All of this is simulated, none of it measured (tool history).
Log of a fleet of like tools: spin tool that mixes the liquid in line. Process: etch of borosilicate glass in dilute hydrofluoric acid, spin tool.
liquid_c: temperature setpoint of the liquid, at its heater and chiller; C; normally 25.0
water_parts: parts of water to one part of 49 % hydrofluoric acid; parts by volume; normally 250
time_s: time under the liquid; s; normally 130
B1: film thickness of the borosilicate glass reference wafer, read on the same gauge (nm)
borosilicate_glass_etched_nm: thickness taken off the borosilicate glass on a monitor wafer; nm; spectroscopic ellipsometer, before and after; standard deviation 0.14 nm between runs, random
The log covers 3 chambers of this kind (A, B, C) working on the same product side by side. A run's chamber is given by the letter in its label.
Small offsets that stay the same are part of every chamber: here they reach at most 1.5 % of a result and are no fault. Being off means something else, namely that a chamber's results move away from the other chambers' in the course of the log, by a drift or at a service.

run 1B hour=2.3 | liquid_c=25.0 water_parts=250 time_s=130 | B1=120.01 | borosilicate_glass_etched_nm=14.148
run 2C hour=5.9 | liquid_c=25.0 water_parts=250 time_s=130 | B1=120.02 | borosilicate_glass_etched_nm=14.351
run 3A hour=8.8 | liquid_c=25.0 water_parts=250 time_s=130 | B1=119.99 | borosilicate_glass_etched_nm=14.387
run 4C hour=13.1 | liquid_c=25.0 water_parts=250 time_s=130 | B1=120.02 | borosilicate_glass_etched_nm=14.083
run 5B hour=16.6 | liquid_c=25.0 water_parts=250 time_s=130 | B1=120.01 | borosilicate_glass_etched_nm=14.322
run 6A hour=19.7 | liquid_c=22.0 water_parts=250 time_s=205 | B1=120.02 | borosilicate_glass_etched_nm=20.134
run 7A hour=23.3 | liquid_c=22.0 water_parts=250 time_s=205 | B1=119.99 | borosilicate_glass_etched_nm=20.316
run 8C hour=26.9 | liquid_c=22.0 water_parts=250 time_s=205 | B1=119.99 | borosilicate_glass_etched_nm=20.055
run 9B hour=29.7 | liquid_c=25.0 water_parts=250 time_s=130 | B1=119.99 | borosilicate_glass_etched_nm=14.358
run 10C hour=33.7 | liquid_c=28.0 water_parts=250 time_s=130 | B1=120.01 | borosilicate_glass_etched_nm=15.581
run 11A hour=36.3 | liquid_c=28.0 water_parts=250 time_s=130 | B1=119.99 | borosilicate_glass_etched_nm=16.106
run 12B hour=40.5 | liquid_c=28.0 water_parts=250 time_s=130 | B1=120.01 | borosilicate_glass_etched_nm=15.681
run 13B hour=42.5 | liquid_c=25.0 water_parts=250 time_s=130 | B1=119.98 | borosilicate_glass_etched_nm=14.374
run 14C hour=46.3 | liquid_c=25.0 water_parts=250 time_s=130 | B1=120.00 | borosilicate_glass_etched_nm=14.384
run 15A hour=48.3 | liquid_c=25.0 water_parts=250 time_s=130 | B1=119.98 | borosilicate_glass_etched_nm=14.223
run 16A hour=52.0 | liquid_c=25.0 water_parts=250 time_s=130 | B1=119.98 | borosilicate_glass_etched_nm=14.069
run 17C hour=54.3 | liquid_c=25.0 water_parts=250 time_s=130 | B1=119.99 | borosilicate_glass_etched_nm=14.230
run 18B hour=58.0 | liquid_c=25.0 water_parts=250 time_s=130 | B1=120.02 | borosilicate_glass_etched_nm=14.076
run 19B hour=61.5 | liquid_c=26.5 water_parts=250 time_s=130 | B1=120.00 | borosilicate_glass_etched_nm=15.002
run 20C hour=64.4 | liquid_c=26.5 water_parts=250 time_s=130 | B1=120.02 | borosilicate_glass_etched_nm=15.001
run 21A hour=67.5 | liquid_c=26.5 water_parts=250 time_s=130 | B1=119.99 | borosilicate_glass_etched_nm=15.079
run 22B hour=70.4 | liquid_c=25.0 water_parts=250 time_s=130 | B1=120.00 | borosilicate_glass_etched_nm=13.804
run 23A hour=72.5 | liquid_c=29.0 water_parts=250 time_s=105 | B1=120.01 | borosilicate_glass_etched_nm=13.237
run 24C hour=76.9 | liquid_c=29.0 water_parts=250 time_s=105 | B1=120.00 | borosilicate_glass_etched_nm=13.271
run 25A hour=79.2 | liquid_c=29.0 water_parts=250 time_s=105 | B1=120.00 | borosilicate_glass_etched_nm=13.247
run 26B hour=81.5 | liquid_c=25.0 water_parts=250 time_s=130 | B1=120.00 | borosilicate_glass_etched_nm=13.535
run 27C hour=85.4 | liquid_c=25.0 water_parts=250 time_s=130 | B1=120.01 | borosilicate_glass_etched_nm=14.113
run 28C hour=87.8 | liquid_c=25.0 water_parts=250 time_s=130 | B1=120.02 | borosilicate_glass_etched_nm=13.932
run 29A hour=92.0 | liquid_c=25.0 water_parts=250 time_s=130 | B1=120.01 | borosilicate_glass_etched_nm=14.469
run 30B hour=94.5 | liquid_c=27.5 water_parts=145 time_s=130 | B1=120.00 | borosilicate_glass_etched_nm=29.817
run 31A hour=98.6 | liquid_c=27.5 water_parts=145 time_s=130 | B1=119.99 | borosilicate_glass_etched_nm=29.610
-- hour=100.5 chamber A: thermometer replaced
run 32C hour=102.8 | liquid_c=27.5 water_parts=145 time_s=130 | B1=120.00 | borosilicate_glass_etched_nm=29.922
run 33B hour=106.1 | liquid_c=25.0 water_parts=250 time_s=130 | B1=119.98 | borosilicate_glass_etched_nm=13.612
run 34C hour=108.9 | liquid_c=25.0 water_parts=250 time_s=130 | B1=120.00 | borosilicate_glass_etched_nm=14.064
run 35A hour=112.4 | liquid_c=25.0 water_parts=250 time_s=130 | B1=119.98 | borosilicate_glass_etched_nm=14.272
run 36B hour=114.5 | liquid_c=29.5 water_parts=325 time_s=130 | B1=120.02 | borosilicate_glass_etched_nm=11.169
run 37B hour=117.4 | liquid_c=29.5 water_parts=325 time_s=130 | B1=119.98 | borosilicate_glass_etched_nm=11.084
run 38A hour=121.7 | liquid_c=29.5 water_parts=325 time_s=130 | B1=120.01 | borosilicate_glass_etched_nm=11.740

Next, all 3 chambers run the settings below, one line each with question marks for the results. What does each chamber give?
run 39A hour=124.9 | liquid_c=25.0 water_parts=295 time_s=130 | borosilicate_glass_etched_nm=?
run 39B hour=124.9 | liquid_c=25.0 water_parts=295 time_s=130 | borosilicate_glass_etched_nm=?
run 39C hour=124.9 | liquid_c=25.0 water_parts=295 time_s=130 | borosilicate_glass_etched_nm=?

run=39A borosilicate_glass_etched_nm=11.550
run=39B borosilicate_glass_etched_nm=10.733
run=39C borosilicate_glass_etched_nm=11.273
